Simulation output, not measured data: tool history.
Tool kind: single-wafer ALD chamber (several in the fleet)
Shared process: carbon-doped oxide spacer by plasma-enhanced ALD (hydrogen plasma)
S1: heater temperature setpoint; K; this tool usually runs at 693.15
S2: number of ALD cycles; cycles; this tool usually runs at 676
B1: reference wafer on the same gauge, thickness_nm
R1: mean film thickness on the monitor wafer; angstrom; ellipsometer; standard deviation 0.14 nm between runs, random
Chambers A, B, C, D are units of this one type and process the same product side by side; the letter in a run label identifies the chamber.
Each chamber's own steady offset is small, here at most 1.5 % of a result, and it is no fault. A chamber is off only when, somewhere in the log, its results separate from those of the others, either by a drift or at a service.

run	hour	S1	S2	B1	R1
1C	10.5	693.15	676	26.694	319.07
2B	16.7	693.15	676	26.682	317.77
3A	24.1	693.15	676	26.722	317.19
4D	33	693.15	676	26.696	314.27
5C	42.7	682.15	676	26.708	332.31
6A	49.3	682.15	676	26.709	329.84
7D	56.8	682.15	676	26.713	326.56
8B	69.3	682.15	676	26.701	330.39
9C	81.8	693.15	676	26.722	320.87
10A	92.8	693.15	676	26.702	319.94
11D	103.1	693.15	676	26.687	313.6
12B	112.9	683.15	716	26.69	348.72
13A	124.3	683.15	716	26.717	343.43
14C	137.5	683.15	716	26.709	349.72
15D	150.2	683.15	716	26.705	343.72
16B	162.8	693.15	676	26.738	318.77
17C	174.5	693.15	676	26.653	318.99
18D	183.8	693.15	676	26.73	314.62
19B	194	685.15	676	26.75	326.03
20A	201.3	685.15	676	26.706	324.35
21D	214.1	685.15	676	26.717	319.42
22A	224.5	685.15	676	26.682	326.11
23B	234.5	693.15	676	26.726	320.09
24C	241.4	693.15	676	26.718	317.56
25B	253.3	693.15	676	26.735	318.97
26C	265.8	693.15	676	26.701	320.17
27D	275.8	693.15	676	26.706	314.38
28A	285.7	693.15	676	26.721	319.67
29A	292.7	693.15	676	26.691	318.31
30B	303.1	693.15	676	26.694	318.83
31D	312.1	693.15	676	26.701	314.46
32C	325.5	693.15	779	26.686	366.85
33A	336.3	693.15	779	26.664	368.02
34C	344.3	693.15	779	26.696	368.47
35D	357.3	693.15	779	26.709	360.33

Predict what each chamber gives when all 4 of them run the settings below next.
36A	367	693.15	676		?
36B	367	693.15	676		?
36C	367	693.15	676		?
36D	367	693.15	676		?

run	R1
36A	316.15
36B	318.59
36C	320.43
36D	313.78
